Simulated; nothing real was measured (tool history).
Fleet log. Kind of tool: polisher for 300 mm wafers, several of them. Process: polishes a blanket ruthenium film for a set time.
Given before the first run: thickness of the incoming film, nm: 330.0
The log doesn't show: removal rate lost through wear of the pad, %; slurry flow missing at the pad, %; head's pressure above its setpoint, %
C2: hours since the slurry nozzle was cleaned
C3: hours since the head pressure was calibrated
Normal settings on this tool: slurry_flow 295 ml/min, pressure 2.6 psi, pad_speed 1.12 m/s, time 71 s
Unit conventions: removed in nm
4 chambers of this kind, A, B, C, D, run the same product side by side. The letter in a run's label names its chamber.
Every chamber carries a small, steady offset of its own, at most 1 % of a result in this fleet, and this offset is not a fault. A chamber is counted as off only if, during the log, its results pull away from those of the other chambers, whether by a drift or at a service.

{"hour": 3.7, "done": "chamber B: worn pad replaced by a new one"}
{"run": "1A", "hour": 5.3, "slurry_flow": 295, "pressure": 2.6, "pad_speed": 1.12, "time": 71, "wafers polished on this pad": 776, "C2": 578.7, "C3": 403.9, "removed": 137.73}
{"run": "2D", "hour": 9.9, "slurry_flow": 295, "pressure": 2.6, "pad_speed": 1.12, "time": 71, "wafers polished on this pad": 748, "C2": 411.3, "C3": 50.8, "removed": 139.75}
{"run": "3C", "hour": 13.8, "slurry_flow": 295, "pressure": 2.6, "pad_speed": 1.12, "time": 71, "wafers polished on this pad": 545, "C2": 436.9, "C3": 836.5, "removed": 138.72}
{"run": "4B", "hour": 18.7, "slurry_flow": 295, "pressure": 2.6, "pad_speed": 1.12, "time": 71, "wafers polished on this pad": 165, "C2": 518.3, "C3": 260, "removed": 139.27}
{"run": "5A", "hour": 21.0, "slurry_flow": 295, "pressure": 2.6, "pad_speed": 1.12, "time": 71, "wafers polished on this pad": 948, "C2": 594.4, "C3": 419.6, "removed": 137.03}
{"hour": 22.5, "done": "chamber D: worn pad replaced by a new one"}
{"run": "6B", "hour": 24.7, "slurry_flow": 295, "pressure": 2.6, "pad_speed": 1.12, "time": 71, "wafers polished on this pad": 231, "C2": 524.3, "C3": 266, "removed": 139.77}
{"hour": 25.2, "done": "chamber A: worn pad replaced by a new one"}
{"run": "7C", "hour": 27.1, "slurry_flow": 295, "pressure": 2.6, "pad_speed": 1.12, "time": 71, "wafers polished on this pad": 691, "C2": 450.2, "C3": 849.8, "removed": 140.7}
{"run": "8D", "hour": 32.3, "slurry_flow": 295, "pressure": 2.6, "pad_speed": 1.12, "time": 71, "wafers polished on this pad": 107, "C2": 433.7, "C3": 73.2, "removed": 138.95}
{"run": "9C", "hour": 35.8, "slurry_flow": 295, "pressure": 2.6, "pad_speed": 1.12, "time": 71, "wafers polished on this pad": 786, "C2": 458.9, "C3": 858.5, "removed": 140.25}
{"run": "10A", "hour": 39.5, "slurry_flow": 295, "pressure": 3.3, "pad_speed": 0.88, "time": 71, "wafers polished on this pad": 157, "C2": 612.9, "C3": 438.1, "removed": 139.58}
{"run": "11D", "hour": 43.7, "slurry_flow": 295, "pressure": 3.3, "pad_speed": 0.88, "time": 71, "wafers polished on this pad": 233, "C2": 445.1, "C3": 84.6, "removed": 141.59}
{"hour": 48.1, "done": "chamber C: worn pad replaced by a new one"}
{"run": "12B", "hour": 48.8, "slurry_flow": 295, "pressure": 3.3, "pad_speed": 0.88, "time": 71, "wafers polished on this pad": 496, "C2": 548.4, "C3": 290.1, "removed": 139.65}
{"run": "13C", "hour": 51.6, "slurry_flow": 295, "pressure": 3.3, "pad_speed": 0.88, "time": 71, "wafers polished on this pad": 38, "C2": 474.7, "C3": 874.3, "removed": 138.33}
{"run": "14A", "hour": 56.0, "slurry_flow": 295, "pressure": 2.6, "pad_speed": 1.12, "time": 71, "wafers polished on this pad": 338, "C2": 629.4, "C3": 454.6, "removed": 138.18}
{"run": "15B", "hour": 60.4, "slurry_flow": 295, "pressure": 2.6, "pad_speed": 1.12, "time": 71, "wafers polished on this pad": 623, "C2": 560, "C3": 301.7, "removed": 143.19}
{"hour": 64.2, "done": "chamber B: worn pad replaced by a new one"}
{"run": "16D", "hour": 64.9, "slurry_flow": 295, "pressure": 2.6, "pad_speed": 1.12, "time": 71, "wafers polished on this pad": 465, "C2": 466.3, "C3": 105.8, "removed": 138.29}
{"run": "17D", "hour": 69.7, "slurry_flow": 295, "pressure": 2.6, "pad_speed": 1.12, "time": 71, "wafers polished on this pad": 518, "C2": 471.1, "C3": 110.6, "removed": 141.53}
{"run": "18B", "hour": 75.0, "slurry_flow": 295, "pressure": 2.6, "pad_speed": 1.12, "time": 71, "wafers polished on this pad": 119, "C2": 574.6, "C3": 316.3, "removed": 140.51}
{"run": "19A", "hour": 78.0, "slurry_flow": 295, "pressure": 2.6, "pad_speed": 1.12, "time": 71, "wafers polished on this pad": 579, "C2": 651.4, "C3": 476.6, "removed": 138.67}
{"run": "20C", "hour": 81.4, "slurry_flow": 295, "pressure": 2.6, "pad_speed": 1.12, "time": 50, "wafers polished on this pad": 365, "C2": 504.5, "C3": 904.1, "removed": 98.726}
{"run": "21B", "hour": 85.3, "slurry_flow": 295, "pressure": 2.6, "pad_speed": 1.12, "time": 50, "wafers polished on this pad": 232, "C2": 584.9, "C3": 326.6, "removed": 98.311}
{"run": "22C", "hour": 88.1, "slurry_flow": 295, "pressure": 2.6, "pad_speed": 1.12, "time": 50, "wafers polished on this pad": 439, "C2": 511.2, "C3": 910.8, "removed": 97.823}
{"run": "23A", "hour": 92.2, "slurry_flow": 295, "pressure": 2.6, "pad_speed": 1.12, "time": 50, "wafers polished on this pad": 735, "C2": 665.6, "C3": 490.8, "removed": 97.999}
{"hour": 93.0, "done": "chamber C: head pressure recalibrated"}
{"run": "24D", "hour": 94.8, "slurry_flow": 295, "pressure": 2.6, "pad_speed": 1.12, "time": 71, "wafers polished on this pad": 794, "C2": 496.2, "C3": 135.7, "removed": 139.66}
{"run": "25A", "hour": 98.6, "slurry_flow": 295, "pressure": 2.6, "pad_speed": 1.12, "time": 71, "wafers polished on this pad": 805, "C2": 672, "C3": 497.2, "removed": 138.68}
{"run": "26D", "hour": 101.2, "slurry_flow": 295, "pressure": 2.6, "pad_speed": 1.12, "time": 71, "wafers polished on this pad": 864, "C2": 502.6, "C3": 142.1, "removed": 140.53}
{"hour": 101.6, "done": "chamber D: worn pad replaced by a new one"}
{"run": "27C", "hour": 104.1, "slurry_flow": 295, "pressure": 2.6, "pad_speed": 1.12, "time": 71, "wafers polished on this pad": 614, "C2": 527.2, "C3": 11.2, "removed": 151.63}
{"run": "28B", "hour": 107.0, "slurry_flow": 295, "pressure": 2.6, "pad_speed": 1.12, "time": 71, "wafers polished on this pad": 470, "C2": 606.6, "C3": 348.3, "removed": 141.57}
{"run": "29C", "hour": 111.7, "slurry_flow": 295, "pressure": 2.6, "pad_speed": 1.12, "time": 71, "wafers polished on this pad": 698, "C2": 534.8, "C3": 18.8, "removed": 152.15}
{"hour": 115.2, "done": "chamber A: worn pad replaced by a new one"}
{"run": "30A", "hour": 115.4, "slurry_flow": 295, "pressure": 2.6, "pad_speed": 1.12, "time": 71, "wafers polished on this pad": 3, "C2": 688.8, "C3": 514, "removed": 139}
{"run": "31B", "hour": 120.3, "slurry_flow": 295, "pressure": 2.6, "pad_speed": 1.12, "time": 71, "wafers polished on this pad": 616, "C2": 619.9, "C3": 361.6, "removed": 139.21}
{"run": "32D", "hour": 124.9, "slurry_flow": 295, "pressure": 2.6, "pad_speed": 1.12, "time": 71, "wafers polished on this pad": 255, "C2": 526.3, "C3": 165.8, "removed": 141.15}
{"run": "33D", "hour": 128.4, "slurry_flow": 295, "pressure": 2.6, "pad_speed": 1.12, "time": 71, "wafers polished on this pad": 294, "C2": 529.8, "C3": 169.3, "removed": 141.22}
{"hour": 131.2, "done": "chamber B: worn pad replaced by a new one"}
{"run": "34A", "hour": 131.6, "slurry_flow": 295, "pressure": 2.6, "pad_speed": 1.12, "time": 71, "wafers polished on this pad": 180, "C2": 705, "C3": 530.2, "removed": 140.39}
{"hour": 131.9, "done": "chamber C: worn pad replaced by a new one"}
{"run": "35B", "hour": 136.8, "slurry_flow": 295, "pressure": 2.6, "pad_speed": 1.12, "time": 71, "wafers polished on this pad": 62, "C2": 636.4, "C3": 378.1, "removed": 140.99}
{"run": "36C", "hour": 140.3, "slurry_flow": 295, "pressure": 2.6, "pad_speed": 1.12, "time": 71, "wafers polished on this pad": 92, "C2": 563.4, "C3": 47.4, "removed": 152.58}
{"run": "37A", "hour": 144.3, "slurry_flow": 295, "pressure": 2.6, "pad_speed": 1.12, "time": 71, "wafers polished on this pad": 320, "C2": 717.7, "C3": 542.9, "removed": 138.53}
{"run": "38C", "hour": 147.9, "slurry_flow": 295, "pressure": 2.6, "pad_speed": 1.12, "time": 71, "wafers polished on this pad": 175, "C2": 571, "C3": 55, "removed": 152.77}
{"run": "39B", "hour": 151.6, "slurry_flow": 295, "pressure": 2.6, "pad_speed": 1.12, "time": 71, "wafers polished on this pad": 225, "C2": 651.2, "C3": 392.9, "removed": 140.89}
{"run": "40D", "hour": 154.2, "slurry_flow": 295, "pressure": 2.6, "pad_speed": 1.12, "time": 71, "wafers polished on this pad": 577, "C2": 555.6, "C3": 195.1, "removed": 142.02}
{"run": "41B", "hour": 159.2, "slurry_flow": 295, "pressure": 2.6, "pad_speed": 1.12, "time": 71, "wafers polished on this pad": 308, "C2": 658.8, "C3": 400.5, "removed": 139.84}
{"run": "42D", "hour": 162.2, "slurry_flow": 295, "pressure": 2.6, "pad_speed": 1.34, "time": 86, "wafers polished on this pad": 665, "C2": 563.6, "C3": 203.1, "removed": 204.78}
{"run": "43A", "hour": 165.1, "slurry_flow": 295, "pressure": 2.6, "pad_speed": 1.34, "time": 86, "wafers polished on this pad": 548, "C2": 738.5, "C3": 563.7, "removed": 203.89}
{"run": "44C", "hour": 169.5, "slurry_flow": 295, "pressure": 2.6, "pad_speed": 1.34, "time": 86, "wafers polished on this pad": 412, "C2": 592.6, "C3": 76.6, "removed": 220.18}

For the next run the whole fleet of 4 chambers uses the same settings. Give each chamber's results:
{"run": "45A", "hour": 173.3, "slurry_flow": 295, "pressure": 2.6, "pad_speed": 1.32, "time": 71, "removed": "?"}
{"run": "45B", "hour": 173.3, "slurry_flow": 295, "pressure": 2.6, "pad_speed": 1.32, "time": 71, "removed": "?"}
{"run": "45C", "hour": 173.3, "slurry_flow": 295, "pressure": 2.6, "pad_speed": 1.32, "time": 71, "removed": "?"}
{"run": "45D", "hour": 173.3, "slurry_flow": 295, "pressure": 2.6, "pad_speed": 1.32, "time": 71, "removed": "?"}

run=45A removed=164.69
run=45B removed=167.7
run=45C removed=181.37
run=45D removed=165.88
